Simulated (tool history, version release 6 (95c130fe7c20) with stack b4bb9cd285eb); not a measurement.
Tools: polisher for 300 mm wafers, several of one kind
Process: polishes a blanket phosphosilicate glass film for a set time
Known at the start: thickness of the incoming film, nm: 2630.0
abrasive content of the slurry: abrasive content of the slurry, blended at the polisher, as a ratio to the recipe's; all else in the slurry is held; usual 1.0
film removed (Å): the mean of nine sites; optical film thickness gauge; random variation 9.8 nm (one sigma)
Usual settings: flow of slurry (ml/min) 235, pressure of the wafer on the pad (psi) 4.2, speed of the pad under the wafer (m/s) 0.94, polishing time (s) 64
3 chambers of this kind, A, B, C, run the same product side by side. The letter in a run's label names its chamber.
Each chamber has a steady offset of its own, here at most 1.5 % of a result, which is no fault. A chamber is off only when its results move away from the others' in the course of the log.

run,hour,flow of slurry (ml/min),pressure of the wafer on the pad (psi),speed of the pad under the wafer (m/s),abrasive content of the slurry,polishing time (s),wafers polished on this pad,hours since the slurry nozzle was cleaned,hours since the head pressure was calibrated,hours since the slurry blender was calibrated,hours since the conditioning disc was replaced,film removed (Å)
1B,8.2,235,4.2,0.94,1.0,64,827,591.5,326.8,430.5,182.8,7045.0
# hour 15.9: chamber C: worn pad replaced by a new one
2C,16.5,235,4.2,0.94,1.0,64,8,342.9,888.1,48.3,108.8,7416.1
# hour 20.8: chamber B: worn pad replaced by a new one
3A,22.7,235,4.2,0.94,1.0,64,819,324.9,97.8,325.2,140.0,7337.7
# hour 27.3: chamber B: slurry nozzle cleaned
4A,29.7,235,4.2,0.94,1.0,64,912,331.9,104.8,332.2,147.0,7440.3
5C,37.9,235,4.2,0.94,1.0,64,293,364.3,909.5,69.7,130.2,7149.0
# hour 46.0: chamber A: conditioning disc replaced and pad reconditioned
# hour 48.0: chamber B: conditioning disc replaced and pad reconditioned
# hour 48.2: chamber A: worn pad replaced by a new one
6B,49.0,235,4.9,1.16,1.0,64,375,21.8,367.6,471.3,1.0,9739.9
# hour 50.2: chamber C: slurry nozzle cleaned
# hour 57.3: chamber B: slurry blender recalibrated
7B,60.1,235,4.9,1.16,1.0,64,523,32.9,378.7,2.9,12.1,9895.7
8C,65.8,235,4.9,1.16,1.0,64,664,15.7,937.4,97.6,158.1,10039.0
9A,77.0,235,4.2,0.94,1.0,64,383,379.2,152.1,379.5,31.1,7311.0
10C,86.5,235,4.2,0.94,1.0,64,939,36.4,958.1,118.3,178.8,7352.0
11A,93.4,210,4.2,0.94,1.3,64,601,395.6,168.5,395.9,47.5,8028.2
# hour 98.5: chamber B: worn pad replaced by a new one
12B,103.2,210,4.2,0.94,1.3,64,63,76.0,421.8,46.0,55.2,7954.8
13A,110.6,210,4.2,0.94,1.3,64,830,412.8,185.7,413.1,64.7,8181.8
# hour 116.3: chamber C: worn pad replaced by a new one
# hour 117.5: chamber C: conditioning disc replaced and pad reconditioned
# hour 120.4: chamber A: worn pad replaced by a new one
14B,121.6,235,4.2,0.94,1.0,64,308,94.4,440.2,64.4,73.6,7006.3
15C,128.5,295,4.2,0.94,1.0,78,162,78.4,1000.1,160.3,11.0,9134.7
16C,140.7,295,4.2,0.94,1.0,78,325,90.6,1012.3,172.5,23.2,9131.6
# hour 146.0: chamber C: head pressure recalibrated
17A,150.6,295,4.2,0.94,1.0,78,402,452.8,225.7,453.1,104.7,9177.3
18B,162.2,235,4.2,0.94,1.0,64,847,135.0,480.8,105.0,114.2,7079.9
# hour 167.0: chamber B: head pressure recalibrated
19C,172.7,235,4.2,0.94,1.0,64,750,122.6,26.7,204.5,55.2,7394.5
# hour 172.8: chamber B: worn pad replaced by a new one
20B,182.9,235,4.2,0.94,1.0,64,134,155.7,15.9,125.7,134.9,6593.3
21A,194.2,235,4.2,0.94,1.0,64,982,496.4,269.3,496.7,148.3,7263.6
# hour 194.7: chamber A: conditioning disc replaced and pad reconditioned
# hour 198.9: chamber A: worn pad replaced by a new one
22C,204.2,235,4.2,0.94,1.0,64,1169,154.1,58.2,236.0,86.7,7247.4
23A,212.0,235,4.2,0.94,1.0,64,175,514.2,287.1,514.5,17.3,7273.2
24B,219.2,235,2.8,1.18,1.0,64,617,192.0,52.2,162.0,171.2,5208.3
# hour 226.5: chamber C: worn pad replaced by a new one
25A,232.1,235,2.8,1.18,1.0,64,442,534.3,307.2,534.6,37.4,5770.0
# hour 233.0: chamber A: slurry blender recalibrated
# hour 235.0: chamber B: worn pad replaced by a new one
26C,238.6,235,2.8,1.18,1.0,64,161,188.5,92.6,270.4,121.1,5865.5
27B,245.0,235,2.7,0.94,1.0,64,133,217.8,78.0,187.8,197.0,4208.4
28B,254.9,235,2.7,0.94,1.0,64,265,227.7,87.9,197.7,206.9,4256.6
# hour 256.3: chamber B: conditioning disc replaced and pad reconditioned
29C,262.9,235,2.7,0.94,1.0,64,484,212.8,116.9,294.7,145.4,4756.3
30A,271.2,285,4.2,0.94,1.0,64,962,573.4,346.3,38.3,76.5,7467.5
# hour 272.5: chamber A: worn pad replaced by a new one
31A,282.4,285,4.2,0.94,1.0,64,132,584.6,357.5,49.5,87.7,7203.6
32C,292.2,285,4.2,0.94,1.0,64,874,242.1,146.2,324.0,174.7,7328.8
33B,297.9,235,4.2,0.94,1.0,64,837,270.7,130.9,240.7,41.6,6527.4
# hour 300.9: chamber B: worn pad replaced by a new one
# hour 307.0: chamber C: slurry blender recalibrated
34B,307.4,235,4.2,0.94,1.0,64,86,280.2,140.4,250.2,51.1,6431.2
35A,318.0,235,4.2,0.94,1.0,64,605,620.2,393.1,85.1,123.3,7391.2
36C,324.6,235,4.2,0.94,1.0,64,1305,274.5,178.6,17.6,207.1,7148.8

What goes on in this fleet: one chamber off, a drifting gauge, or nothing beyond the chambers' own small offsets? Name the chamber and the cause, if any.

A service left chamber B off against the others.
Cause: head's pressure below its setpoint, % = 8.44.

Here are 4 candidates for chamber B's next run, each the usual settings with a change, their results left as question marks. Which one brings its results back in line with what the others give on the usual settings?
In line means no further than this from the other chambers' mean on the usual settings: film removed (Å) 340.0
37B-1,334.0,235,4.2,0.94,1.0,63,,,,,,?
37B-2,334.0,235,4.5,0.98,1.0,64,,,,,,?
37B-3,334.0,235,4.2,0.94,1.0,65,,,,,,?
37B-4,334.0,235,4.0,0.92,1.0,62,,,,,,?

The other chambers' mean on the usual settings: film removed (Å) 7278.9
run,film removed (Å)
37B-1,6477.9
37B-2,7285.7
37B-3,6683.6
37B-4,5969.9
37B-2 brings the chamber back in line.

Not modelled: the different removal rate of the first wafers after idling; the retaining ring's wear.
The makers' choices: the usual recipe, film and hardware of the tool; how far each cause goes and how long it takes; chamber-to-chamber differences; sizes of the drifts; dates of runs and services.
